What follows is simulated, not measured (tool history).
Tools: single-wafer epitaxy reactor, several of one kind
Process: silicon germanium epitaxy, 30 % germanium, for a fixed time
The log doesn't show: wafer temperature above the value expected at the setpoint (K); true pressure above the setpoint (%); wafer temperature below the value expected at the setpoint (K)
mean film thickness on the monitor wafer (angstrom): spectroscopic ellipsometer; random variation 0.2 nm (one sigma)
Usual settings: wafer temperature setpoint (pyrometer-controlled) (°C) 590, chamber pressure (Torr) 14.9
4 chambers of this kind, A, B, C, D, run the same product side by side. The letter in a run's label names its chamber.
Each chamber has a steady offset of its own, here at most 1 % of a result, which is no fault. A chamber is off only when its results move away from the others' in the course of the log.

run	hour	wafer temperature setpoint (pyrometer-controlled) (°C)	chamber pressure (Torr)	hours since the last pyrometer calibration	hours since the last manometer calibration	read-back reference wafer on the same gauge, thickness_nm	mean film thickness on the monitor wafer (angstrom)
1B	6.9	590	14.9	1314	823.1	46.854	439.11
2A	14.4	590	14.9	1065.8	1158.2	46.938	441.77
3C	17.9	590	14.9	301.1	918.1	46.919	432.49
4D	22.1	590	14.9	152.4	748.2	46.884	436.56
5C	29.8	590	14.9	313	930	46.871	434.51
6B	35.4	590	14.9	1342.5	851.6	46.91	435.32
7D	40.4	590	14.9	170.7	766.5	46.932	431.15
8A	46.3	590	14.9	1097.7	1190.1	46.908	442.15
9B	52.4	590	14.9	1359.5	868.6	46.866	437.72
10D	55.9	590	14.9	186.2	782	46.852	432.72
11A	60.6	590	14.9	1112	1204.4	46.891	440.5
12C	67.8	590	14.9	351	968	46.94	436.6
13B	71.2	590	14.9	1378.3	887.4	46.878	434.8
14C	78.4	590	14.9	361.6	978.6	46.899	436.58
15D	82.5	590	14.9	212.8	808.6	46.914	434.33
16A	87.9	590	14.9	1139.3	1231.7	46.892	434.99
17A	91.9	590	14.9	1143.3	1235.7	46.901	441.82
18D	99.6	590	14.9	229.9	825.7	46.892	434.28
19B	104.3	596	17.7	1411.4	920.5	46.919	524.61
20C	110	596	17.7	393.2	1010.2	46.917	518.4
21A	113.6	596	17.7	1165	1257.4	46.93	527.29
22B	118	596	17.7	1425.1	934.2	46.881	526.33
23C	122.8	590	14.9	406	1023	46.914	438.08
24D	126.3	590	14.9	256.6	852.4	46.878	434.5
25C	130.5	582	11.7	413.7	1030.7	46.857	341.84
26A	136.1	582	11.7	1187.5	1279.9	46.915	340.74
27D	140.9	582	11.7	271.2	867	46.968	337.28
28B	144.9	582	11.7	1452	961.1	46.995	340.89
29A	152.1	590	14.9	1203.5	1295.9	46.886	438.92
30D	159	582	11.8	289.3	885.1	46.894	340.78
# hour 159.4: chamber A: pyrometer calibrated
31B	164.2	582	11.8	1471.3	980.4	46.864	345.46
32C	167.8	582	11.8	451	1068	46.926	341.57
33D	174.9	582	11.8	305.2	901	46.886	340.5
34C	178.7	595	12.8	461.9	1078.9	46.92	447.52
35A	182.9	595	12.8	23.5	1326.7	46.882	454.67
# hour 184.6: chamber D: capacitance manometer re-zeroed and calibrated
36B	190.8	595	12.8	1497.9	1007	46.895	456.34
37D	198.6	595	12.8	328.9	14	46.909	447.66
38C	202.2	595	14.9	485.4	1102.4	46.9	482.91
39B	207	595	14.9	1514.1	1023.2	46.968	479.7
40A	211.8	595	14.9	52.4	1355.6	46.885	487.55
41B	219.7	595	14.9	1526.8	1035.9	46.898	481.54

What goes on in this fleet: one chamber off, a drifting gauge, or nothing beyond the chambers' own small offsets? Name the chamber and the cause, if any.

No chamber stands off beyond its own small offset, and the gauge holds steady.
